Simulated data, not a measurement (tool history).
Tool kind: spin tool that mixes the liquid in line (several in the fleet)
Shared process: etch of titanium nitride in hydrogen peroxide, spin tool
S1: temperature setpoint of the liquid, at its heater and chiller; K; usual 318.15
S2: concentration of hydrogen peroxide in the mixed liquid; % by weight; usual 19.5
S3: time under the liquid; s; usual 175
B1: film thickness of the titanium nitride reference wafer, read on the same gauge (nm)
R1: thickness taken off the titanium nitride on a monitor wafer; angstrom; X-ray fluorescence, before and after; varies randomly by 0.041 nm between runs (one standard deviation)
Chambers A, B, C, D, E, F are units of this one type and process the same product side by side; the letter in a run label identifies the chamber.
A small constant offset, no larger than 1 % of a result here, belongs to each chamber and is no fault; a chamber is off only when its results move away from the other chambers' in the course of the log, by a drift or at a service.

{"run": "1E", "hour": 7.1, "S1": 318.15, "S2": 19.5, "S3": 175, "B1": 120.04, "R1": 45.106}
{"run": "2D", "hour": 15.8, "S1": 318.15, "S2": 19.5, "S3": 175, "B1": 120, "R1": 45.846}
{"run": "3A", "hour": 24.0, "S1": 318.15, "S2": 19.5, "S3": 175, "B1": 120, "R1": 45.24}
{"hour": 24.2, "done": "chamber A: thermometer replaced"}
{"hour": 25.0, "done": "chamber B: thermometer replaced"}
{"run": "4F", "hour": 31.5, "S1": 318.15, "S2": 19.5, "S3": 175, "B1": 120.01, "R1": 45.463}
{"hour": 34.9, "done": "chamber F: heated supply line repaired"}
{"run": "5B", "hour": 35.4, "S1": 318.15, "S2": 19.5, "S3": 175, "B1": 119.98, "R1": 46.365}
{"run": "6C", "hour": 43.7, "S1": 318.15, "S2": 19.5, "S3": 175, "B1": 119.99, "R1": 45.389}
{"run": "7D", "hour": 49.1, "S1": 318.15, "S2": 19.5, "S3": 175, "B1": 119.97, "R1": 45.466}
{"run": "8C", "hour": 55.3, "S1": 318.15, "S2": 19.5, "S3": 175, "B1": 120.01, "R1": 45.772}
{"run": "9F", "hour": 61.5, "S1": 318.15, "S2": 19.5, "S3": 175, "B1": 120.03, "R1": 44.921}
{"hour": 62.3, "done": "chamber E: new drum of peroxide connected"}
{"run": "10B", "hour": 69.8, "S1": 318.15, "S2": 19.5, "S3": 175, "B1": 120.01, "R1": 46.04}
{"hour": 73.7, "done": "chamber F: peroxide flow meter replaced"}
{"run": "11A", "hour": 73.8, "S1": 318.15, "S2": 19.5, "S3": 175, "B1": 119.98, "R1": 44.983}
{"run": "12E", "hour": 81.8, "S1": 318.15, "S2": 19.5, "S3": 175, "B1": 120.01, "R1": 45.741}
{"hour": 87.9, "done": "chamber C: peroxide flow meter replaced"}
{"run": "13A", "hour": 89.2, "S1": 318.15, "S2": 19.5, "S3": 175, "B1": 119.97, "R1": 44.828}
{"run": "14E", "hour": 95.1, "S1": 318.15, "S2": 19.5, "S3": 85, "B1": 120, "R1": 22.183}
{"run": "15F", "hour": 102.7, "S1": 318.15, "S2": 19.5, "S3": 85, "B1": 119.96, "R1": 22.03}
{"run": "16B", "hour": 110.4, "S1": 318.15, "S2": 19.5, "S3": 85, "B1": 120.01, "R1": 22.1}
{"run": "17D", "hour": 115.8, "S1": 318.15, "S2": 19.5, "S3": 85, "B1": 120.01, "R1": 21.85}
{"hour": 119.1, "done": "chamber F: thermometer replaced"}
{"run": "18C", "hour": 122.5, "S1": 318.15, "S2": 19.5, "S3": 85, "B1": 119.98, "R1": 22.242}
{"run": "19B", "hour": 131.4, "S1": 318.15, "S2": 19.5, "S3": 85, "B1": 120, "R1": 21.948}
{"run": "20F", "hour": 139.5, "S1": 318.15, "S2": 19.5, "S3": 175, "B1": 120.02, "R1": 45.511}
{"run": "21C", "hour": 147.3, "S1": 318.15, "S2": 19.5, "S3": 175, "B1": 119.98, "R1": 46.061}
{"run": "22D", "hour": 155.4, "S1": 318.15, "S2": 19.5, "S3": 140, "B1": 120.01, "R1": 35.776}
{"run": "23A", "hour": 163.0, "S1": 318.15, "S2": 19.5, "S3": 140, "B1": 119.95, "R1": 35.63}
{"run": "24E", "hour": 167.1, "S1": 318.15, "S2": 19.5, "S3": 140, "B1": 119.99, "R1": 36.318}
{"run": "25D", "hour": 174.2, "S1": 318.15, "S2": 19.5, "S3": 140, "B1": 119.99, "R1": 35.878}
{"hour": 179.4, "done": "chamber D: thermometer replaced"}
{"run": "26E", "hour": 180.8, "S1": 318.15, "S2": 19.5, "S3": 140, "B1": 120.01, "R1": 36.359}
{"run": "27A", "hour": 184.9, "S1": 318.15, "S2": 19.5, "S3": 140, "B1": 119.98, "R1": 35.95}
{"run": "28C", "hour": 191.1, "S1": 318.15, "S2": 15.5, "S3": 235, "B1": 119.99, "R1": 57.314}
{"run": "29B", "hour": 196.5, "S1": 318.15, "S2": 15.5, "S3": 235, "B1": 120.03, "R1": 58.283}
{"run": "30F", "hour": 202.7, "S1": 318.15, "S2": 15.5, "S3": 235, "B1": 119.98, "R1": 58.957}
{"run": "31B", "hour": 208.1, "S1": 318.15, "S2": 15.5, "S3": 235, "B1": 119.99, "R1": 59.407}
{"hour": 214.3, "done": "chamber A: new drum of peroxide connected"}
{"run": "32D", "hour": 215.3, "S1": 318.15, "S2": 15.5, "S3": 235, "B1": 119.99, "R1": 56.866}
{"run": "33E", "hour": 223.9, "S1": 318.15, "S2": 15.5, "S3": 235, "B1": 120.02, "R1": 58.316}
{"run": "34A", "hour": 228.1, "S1": 314.65, "S2": 23.5, "S3": 175, "B1": 119.99, "R1": 36}
{"run": "35F", "hour": 233.5, "S1": 314.65, "S2": 23.5, "S3": 175, "B1": 120, "R1": 36.382}
{"run": "36C", "hour": 242.2, "S1": 314.65, "S2": 23.5, "S3": 175, "B1": 119.99, "R1": 35.977}
{"run": "37D", "hour": 250.4, "S1": 314.65, "S2": 23.5, "S3": 175, "B1": 119.99, "R1": 35.835}
{"run": "38E", "hour": 255.5, "S1": 314.65, "S2": 23.5, "S3": 175, "B1": 120, "R1": 36.119}
{"run": "39C", "hour": 260.7, "S1": 314.65, "S2": 23.5, "S3": 175, "B1": 120.03, "R1": 36.551}
{"run": "40F", "hour": 266.6, "S1": 318.15, "S2": 19.5, "S3": 175, "B1": 120, "R1": 45.2}

Which is it: a chamber that has drifted or been left off by a service, a gauge drift common to all chambers, or only each chamber's usual small offset? If a chamber is off, name it and its likeliest cause.

All chambers stay in line apart from their small fixed offsets, and the gauge does not drift.
